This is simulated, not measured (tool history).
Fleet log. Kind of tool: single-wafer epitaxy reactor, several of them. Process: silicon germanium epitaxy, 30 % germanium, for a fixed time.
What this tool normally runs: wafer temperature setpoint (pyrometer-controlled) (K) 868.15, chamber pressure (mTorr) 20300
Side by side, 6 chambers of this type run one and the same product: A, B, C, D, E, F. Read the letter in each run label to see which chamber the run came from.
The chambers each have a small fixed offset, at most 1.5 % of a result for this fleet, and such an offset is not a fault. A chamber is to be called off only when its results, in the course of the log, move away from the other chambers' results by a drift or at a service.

run	hour	wafer temperature setpoint (pyrometer-controlled) (K)	chamber pressure (mTorr)	read-back reference wafer on the same gauge, thickness_nm	mean film thickness on the monitor wafer (angstrom)
1D	4.9	868.15	20300	60.518	540.91
2E	9.5	868.15	20300	60.568	539.88
3F	14.2	868.15	20300	60.433	539.62
4B	22.1	868.15	20300	60.555	533.62
5A	29	868.15	20300	60.44	552.96
6C	35.7	868.15	20300	60.48	545.66
7B	45.7	868.15	20300	60.458	534.38
# hour 49.7: chamber F: pyrometer calibrated
8F	55.9	868.15	20300	60.531	537.43
9A	63.5	868.15	20300	60.555	552.34
10E	71.4	863.15	20300	60.477	490.14
11C	76.5	863.15	20300	60.57	491.02
12D	85	863.15	20300	60.455	491.44
13F	92.1	863.15	20300	60.52	498.38
14C	100.9	863.15	20300	60.48	493.11
15B	106.3	863.15	20300	60.406	488.34
16D	112.8	868.15	20300	60.538	539.76
17A	120.7	868.15	20300	60.509	552.05
18E	126.5	868.15	20300	60.524	542.89
# hour 127.3: chamber D: pyrometer calibrated
19F	133.5	868.15	20300	60.474	541.76
20E	140.1	868.15	20300	60.498	539.53
21A	150.3	868.15	20300	60.427	550.1
22D	156	868.15	20300	60.526	517.37
23C	162.7	868.15	20300	60.545	548.23
24B	167.7	868.15	20300	60.55	539.66
# hour 170: chamber C: pyrometer calibrated
25A	173	874.15	20300	60.447	609.6
26D	177.9	874.15	20300	60.523	580.27
27B	186.1	874.15	20300	60.457	592.2
28C	193.4	874.15	20300	60.521	610.52
29E	200.5	874.15	20300	60.531	597.54
30F	208.7	874.15	20300	60.473	609.99
31E	215.4	868.15	20300	60.54	540.67
32D	224.1	868.15	20300	60.448	521.6
33B	229.3	868.15	20300	60.494	533.55
34A	235.5	868.15	20300	60.462	549.58
35F	244.1	868.15	20300	60.517	540.96
36C	250.6	868.15	20300	60.536	541.25
37A	255.7	873.15	15400	60.433	533.09
38B	263.6	873.15	15400	60.557	528.74
39D	272.4	873.15	15400	60.432	507.88
40F	279.5	873.15	15400	60.56	532.62
41E	287.1	873.15	15400	60.452	534.14
42C	295.3	873.15	15400	60.478	530.92
43C	300	868.15	20300	60.581	539.39
44D	309.8	868.15	20300	60.504	518.31

Next, every chamber runs the same settings. What will each give?
45A	317.4	876.15	20300		?
45B	317.4	876.15	20300		?
45C	317.4	876.15	20300		?
45D	317.4	876.15	20300		?
45E	317.4	876.15	20300		?
45F	317.4	876.15	20300		?

run	mean film thickness on the monitor wafer (angstrom)
45A	636.16
45B	621.94
45C	630.81
45D	603.05
45E	626.84
45F	625.06

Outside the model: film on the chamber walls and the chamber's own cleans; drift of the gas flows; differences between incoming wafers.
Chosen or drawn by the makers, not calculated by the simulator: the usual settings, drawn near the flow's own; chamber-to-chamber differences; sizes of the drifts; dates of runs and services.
